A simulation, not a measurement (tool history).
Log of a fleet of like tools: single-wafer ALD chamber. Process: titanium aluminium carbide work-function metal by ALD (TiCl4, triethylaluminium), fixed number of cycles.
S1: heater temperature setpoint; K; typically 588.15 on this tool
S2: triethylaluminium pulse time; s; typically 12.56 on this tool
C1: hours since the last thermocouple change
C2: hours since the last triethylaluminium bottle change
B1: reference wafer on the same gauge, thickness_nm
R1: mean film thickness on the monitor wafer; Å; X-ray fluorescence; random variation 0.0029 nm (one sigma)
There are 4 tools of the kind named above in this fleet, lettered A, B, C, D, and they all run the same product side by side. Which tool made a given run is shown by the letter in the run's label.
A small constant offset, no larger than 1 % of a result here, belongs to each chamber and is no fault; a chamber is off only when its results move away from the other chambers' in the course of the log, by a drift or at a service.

| run | hour | S1 | S2 | C1 | C2 | B1 | R1 |
|---|---|---|---|---|---|---|---|
| 1B | 6.8 | 588.15 | 12.56 | 70.2 | 1284.2 | 2.5606 | 21.641 |
| 2C | 14.7 | 588.15 | 12.56 | 943.0 | 73.6 | 2.5610 | 21.624 |
| 3A | 20.6 | 588.15 | 12.56 | 2472.2 | 1099.1 | 2.5610 | 21.753 |
| 4D | 27.7 | 588.15 | 12.56 | 2270.7 | 58.7 | 2.5622 | 21.470 |
| 5D | 35.1 | 588.15 | 12.56 | 2278.1 | 66.1 | 2.5614 | 21.577 |
| 6C | 43.3 | 588.15 | 12.56 | 971.6 | 102.2 | 2.5630 | 21.659 |
| 7A | 50.9 | 588.15 | 12.56 | 2502.5 | 1129.4 | 2.5626 | 21.665 |
| 8B | 56.8 | 588.15 | 12.56 | 120.2 | 1334.2 | 2.5635 | 21.657 |
| 9C | 62.4 | 588.15 | 12.56 | 990.7 | 121.3 | 2.5636 | 21.679 |
|  | 67.4 | chamber A: thermocouple changed; heater temperature recalibrated |
| 10D | 68.0 | 588.15 | 12.56 | 2311.0 | 99.0 | 2.5645 | 21.562 |
| 11B | 75.0 | 588.15 | 12.56 | 138.4 | 1352.4 | 2.5645 | 21.690 |
| 12A | 80.7 | 594.15 | 12.56 | 13.4 | 1159.2 | 2.5645 | 22.229 |
| 13D | 84.8 | 594.15 | 12.56 | 2327.8 | 115.8 | 2.5654 | 22.078 |
| 14A | 89.5 | 594.15 | 12.56 | 22.2 | 1168.0 | 2.5656 | 22.260 |
| 15C | 93.3 | 594.15 | 12.56 | 1021.6 | 152.2 | 2.5659 | 22.192 |
| 16B | 99.4 | 588.15 | 12.56 | 162.8 | 1376.8 | 2.5658 | 21.706 |
| 17D | 105.0 | 599.15 | 9.11 | 2348.0 | 136.0 | 2.5664 | 21.864 |
| 18A | 113.2 | 599.15 | 9.11 | 45.9 | 1191.7 | 2.5665 | 22.070 |
| 19C | 117.2 | 599.15 | 9.11 | 1045.5 | 176.1 | 2.5669 | 21.995 |
| 20B | 121.0 | 599.15 | 9.11 | 184.4 | 1398.4 | 2.5673 | 22.042 |
| 21B | 125.7 | 588.15 | 12.56 | 189.1 | 1403.1 | 2.5679 | 21.700 |
| 22D | 130.7 | 588.15 | 12.56 | 2373.7 | 161.7 | 2.5685 | 21.599 |
| 23C | 135.4 | 588.15 | 12.56 | 1063.7 | 194.3 | 2.5682 | 21.672 |
| 24A | 139.6 | 588.15 | 12.56 | 72.3 | 1218.1 | 2.5683 | 21.765 |
| 25A | 146.9 | 588.15 | 12.56 | 79.6 | 1225.4 | 2.5695 | 21.790 |
| 26B | 152.9 | 588.15 | 12.56 | 216.3 | 1430.3 | 2.5699 | 21.778 |
| 27D | 157.3 | 588.15 | 12.56 | 2400.3 | 188.3 | 2.5701 | 21.560 |
| 28C | 164.7 | 602.15 | 12.56 | 1093.0 | 223.6 | 2.5694 | 23.017 |
|  | 167.8 | chamber B: triethylaluminium bottle replaced |
| 29A | 172.9 | 602.15 | 12.56 | 105.6 | 1251.4 | 2.5702 | 23.081 |
| 30D | 177.0 | 602.15 | 12.56 | 2420.0 | 208.0 | 2.5710 | 22.795 |
| 31C | 181.3 | 602.15 | 12.56 | 1109.6 | 240.2 | 2.5719 | 22.975 |
| 32B | 186.0 | 588.15 | 12.56 | 249.4 | 18.2 | 2.5718 | 21.745 |
| 33D | 193.1 | 588.15 | 12.56 | 2436.1 | 224.1 | 2.5721 | 21.622 |
| 34C | 199.7 | 588.15 | 12.56 | 1128.0 | 258.6 | 2.5720 | 21.698 |
| 35A | 207.4 | 588.15 | 12.56 | 140.1 | 1285.9 | 2.5726 | 21.787 |
| 36B | 211.2 | 588.15 | 12.56 | 274.6 | 43.4 | 2.5726 | 21.774 |
| 37C | 215.0 | 588.15 | 12.56 | 1143.3 | 273.9 | 2.5727 | 21.741 |
| 38B | 219.7 | 588.15 | 12.56 | 283.1 | 51.9 | 2.5735 | 21.769 |
| 39A | 224.6 | 600.15 | 10.36 | 157.3 | 1303.1 | 2.5734 | 22.585 |

One chamber off, gauge drift, or nothing amiss beyond the chambers' own small offsets? If it is a chamber, which one, and what is the likeliest cause?

The shared gauge is drifting. All chambers look as if they move in step, but none is off.
What lies behind it: gauge reads high (%) = 0.551.

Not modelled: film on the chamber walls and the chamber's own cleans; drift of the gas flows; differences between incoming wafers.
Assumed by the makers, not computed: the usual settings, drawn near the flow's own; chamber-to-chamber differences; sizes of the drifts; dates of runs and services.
